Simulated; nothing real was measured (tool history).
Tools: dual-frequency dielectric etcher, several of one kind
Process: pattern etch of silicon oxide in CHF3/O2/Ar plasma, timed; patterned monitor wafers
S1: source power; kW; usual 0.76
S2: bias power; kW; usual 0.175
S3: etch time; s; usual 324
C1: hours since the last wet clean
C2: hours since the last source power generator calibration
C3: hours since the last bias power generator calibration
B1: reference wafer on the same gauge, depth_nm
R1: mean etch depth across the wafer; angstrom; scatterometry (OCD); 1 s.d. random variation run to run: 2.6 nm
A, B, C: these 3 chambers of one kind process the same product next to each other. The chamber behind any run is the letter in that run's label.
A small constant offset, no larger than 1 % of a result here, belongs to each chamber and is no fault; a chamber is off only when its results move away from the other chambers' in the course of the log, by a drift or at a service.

run 1C hour=6.4 | S1=0.76 S2=0.175 S3=324 | C1=419.7 C2=2251.5 C3=55.5 | B1=744.42 | R1=6972.8
run 2A hour=13.9 | S1=0.76 S2=0.175 S3=324 | C1=156.5 C2=1012.8 C3=1501.3 | B1=744.34 | R1=6973.9
run 3B hour=20.9 | S1=0.76 S2=0.175 S3=324 | C1=247.7 C2=844 C3=879.6 | B1=744.35 | R1=6972
run 4A hour=28.4 | S1=0.76 S2=0.175 S3=324 | C1=171 C2=1027.3 C3=1515.8 | B1=744.59 | R1=6940
run 5C hour=32.2 | S1=0.76 S2=0.175 S3=324 | C1=445.5 C2=2277.3 C3=81.3 | B1=744.28 | R1=6987.3
run 6B hour=35.9 | S1=0.76 S2=0.175 S3=373 | C1=262.7 C2=859 C3=894.6 | B1=744.31 | R1=8033.7
run 7B hour=41.3 | S1=0.76 S2=0.175 S3=373 | C1=268.1 C2=864.4 C3=900 | B1=744.53 | R1=8032.2
run 8C hour=48 | S1=0.76 S2=0.175 S3=373 | C1=461.3 C2=2293.1 C3=97.1 | B1=744.04 | R1=8026.8
run 9A hour=54.1 | S1=0.76 S2=0.175 S3=324 | C1=196.7 C2=1053 C3=1541.5 | B1=743.94 | R1=6899
run 10B hour=61.6 | S1=0.76 S2=0.175 S3=324 | C1=288.4 C2=884.7 C3=920.3 | B1=744.29 | R1=6968
run 11A hour=68.7 | S1=0.85 S2=0.154 S3=324 | C1=211.3 C2=1067.6 C3=1556.1 | B1=744.9 | R1=6908
run 12C hour=75.4 | S1=0.85 S2=0.154 S3=324 | C1=488.7 C2=2320.5 C3=124.5 | B1=743.82 | R1=6980.3
run 13C hour=80 | S1=0.85 S2=0.154 S3=324 | C1=493.3 C2=2325.1 C3=129.1 | B1=743.6 | R1=6994.7
run 14B hour=83.7 | S1=0.76 S2=0.175 S3=324 | C1=310.5 C2=906.8 C3=942.4 | B1=743.47 | R1=7004.5
run 15A hour=90.6 | S1=0.76 S2=0.175 S3=324 | C1=233.2 C2=1089.5 C3=1578 | B1=744.15 | R1=6830
run 16B hour=93.9 | S1=0.76 S2=0.175 S3=324 | C1=320.7 C2=917 C3=952.6 | B1=744.41 | R1=6945.3
-- hour=97.6 chamber C: wet clean of the chamber
run 17C hour=98.6 | S1=0.76 S2=0.19 S3=248 | C1=1 C2=2343.7 C3=147.7 | B1=743.9 | R1=5449.2
-- hour=100.8 chamber B: wet clean of the chamber
run 18A hour=104.1 | S1=0.76 S2=0.19 S3=248 | C1=246.7 C2=1103 C3=1591.5 | B1=744.62 | R1=5303.1
run 19C hour=111.8 | S1=0.76 S2=0.19 S3=248 | C1=14.2 C2=2356.9 C3=160.9 | B1=744.68 | R1=5503.6
run 20B hour=116.3 | S1=0.76 S2=0.175 S3=324 | C1=15.6 C2=939.4 C3=975 | B1=744.45 | R1=7019

Read the log: is a single chamber off, either drifting away or since a service, is the gauge that measures every chamber drifting, or is nothing wrong beyond small per-chamber offsets? Name any odd chamber and what most likely caused it.

Little by little, chamber A moves away from the other chambers.
Cause: etch rate under this chamber's usual, % = 2.83.

Here are 4 candidates for chamber A's next run, each the usual settings with a change, their results left as question marks. Which one brings its results back in line with what the others give on the usual settings?
A result is in line if it is within this distance of the other chambers' mean on the usual settings: R1 93 angstrom
run 21A-1 hour=121.7 | S1=0.8 S2=0.183 S3=324 | R1=?
run 21A-2 hour=121.7 | S1=0.76 S2=0.174 S3=313.5 | R1=?
run 21A-3 hour=121.7 | S1=0.78 S2=0.175 S3=324 | R1=?
run 21A-4 hour=121.7 | S1=0.76 S2=0.175 S3=321 | R1=?

Usual-settings mean across the other chambers: R1 6976.8 angstrom
run=21A-1 R1=6977.5
run=21A-2 R1=6508.9
run=21A-3 R1=6808.3
run=21A-4 R1=6677.1
21A-1 puts the chamber back in line with the other chambers.

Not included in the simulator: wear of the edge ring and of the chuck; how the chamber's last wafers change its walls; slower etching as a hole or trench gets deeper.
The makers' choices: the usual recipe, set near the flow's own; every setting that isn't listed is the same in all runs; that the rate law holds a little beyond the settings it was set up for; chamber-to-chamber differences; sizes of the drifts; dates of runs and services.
